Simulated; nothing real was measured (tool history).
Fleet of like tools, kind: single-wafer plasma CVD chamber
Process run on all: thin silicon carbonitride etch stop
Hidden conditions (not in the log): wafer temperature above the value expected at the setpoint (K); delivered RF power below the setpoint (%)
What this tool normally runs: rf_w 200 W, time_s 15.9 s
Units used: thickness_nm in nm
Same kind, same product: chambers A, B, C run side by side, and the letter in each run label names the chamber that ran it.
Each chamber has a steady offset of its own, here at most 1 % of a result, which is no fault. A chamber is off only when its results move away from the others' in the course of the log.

run   hour  rf_w  time_s  hours since the last thermocouple change  hours since the last RF generator calibration  read-back reference wafer on the same gauge, thickness_nm  thickness_nm
 1C   14.4   200    15.9                                     704.2                                         1088.7                                                     9.5833        9.1388
 2B   27.4   200    15.9                                    2178.3                                          397.4                                                     9.5724        8.9793
 3A   41.8   200    15.9                                    1588.4                                           52.8                                                     9.5829        9.0352
 4C     50   200    15.9                                     739.8                                         1124.3                                                     9.5803        9.0948
 5B     59   200    15.9                                    2209.9                                            429                                                     9.5798        8.9775
 6A   67.3   200    15.9                                    1613.9                                           78.3                                                     9.5819        9.0594
 7A   77.7   200    15.9                                    1624.3                                           88.7                                                     9.5812        9.0453
 8B   91.1   200    15.9                                      2242                                          461.1                                                     9.5834        8.9714
 9C  100.5   200    15.9                                     790.3                                         1174.8                                                     9.5744        9.1206
10A  109.1   200    15.9                                    1655.7                                          120.1                                                     9.5828        9.0515
       116  -- chamber B: thermocouple changed; heater temperature recalibrated
11C  125.6   225    17.9                                     815.4                                         1199.9                                                     9.5806          10.6
12B  141.2   225    17.9                                      25.3                                          511.2                                                     9.5791        10.442
13A  157.8   225    17.9                                    1704.4                                          168.8                                                     9.5763        10.559
14B  166.9   200    15.9                                        51                                          536.9                                                     9.5827        8.9614
15C    175   200    13.6                                     864.8                                         1249.3                                                     9.5834        7.7864
16C  184.6   200    13.6                                     874.4                                         1258.9                                                     9.5802         7.734
17B  199.2   200    13.6                                      83.3                                          569.2                                                     9.5795        7.6839
18A    208   200    17.1                                    1754.6                                            219                                                     9.5791        9.7234
19A  224.5   200    17.1                                    1771.1                                          235.5                                                     9.5808        9.7525
20C    238   200    17.1                                     927.8                                         1312.3                                                     9.5731        9.6803
21B    250   200    15.9                                     134.1                                            620                                                       9.58        8.9886
22B  262.6   200    15.9                                     146.7                                          632.6                                                     9.5822        8.9657
23C  276.8   200    15.9                                     966.6                                         1351.1                                                      9.577        9.0304
24A  285.6   200    15.9                                    1832.2                                          296.6                                                     9.5758        9.0499
25C  299.5   200    15.9                                     989.3                                         1373.8                                                       9.58        9.0332
26B    309   220    14.1                                     193.1                                            679                                                     9.5813        8.2037
27A  323.3   220    14.1                                    1869.9                                          334.3                                                     9.5803        8.2485
28B    336   220    14.1                                     220.1                                            706                                                     9.5815        8.1666
29C  349.5   200    15.9                                    1039.3                                         1423.8                                                     9.5848        9.0019
30A  356.8   200    15.9                                    1903.4                                          367.8                                                     9.5836        9.0508
31B  365.2   200    15.9                                     249.3                                          735.2                                                     9.5821         8.948
32A  379.3   200    15.9                                    1925.9                                          390.3                                                     9.5808        9.0222
33C  387.1   200    15.9                                    1076.9                                         1461.4                                                     9.5784        8.9635
34C  397.2   200    15.9                                      1087                                         1471.5                                                     9.5803        8.9522
35A  407.1   200    15.9                                    1953.7                                          418.1                                                     9.5825        9.0434
36B  423.4   200    15.9                                     307.5                                          793.4                                                     9.5819        8.9388
37B  432.4   200    15.9                                     316.5                                          802.4                                                     9.5785        8.9994
38C  446.9   220    15.9                                    1136.7                                         1521.2                                                     9.5836        9.1597
39A  461.6   220    15.9                                    2008.2                                          472.6                                                       9.58        9.3176
40B  477.8   220    15.9                                     361.9                                          847.8                                                     9.5805        9.2048

Predict what each chamber gives when all 3 of them run the settings below next.
41A  489.7   185    15.9                                                                                                                                                                 ?
41B  489.7   185    15.9                                                                                                                                                                 ?
41C  489.7   185    15.9                                                                                                                                                                 ?

run  thickness_nm
41A        8.8388
41B         8.783
41C        8.7266
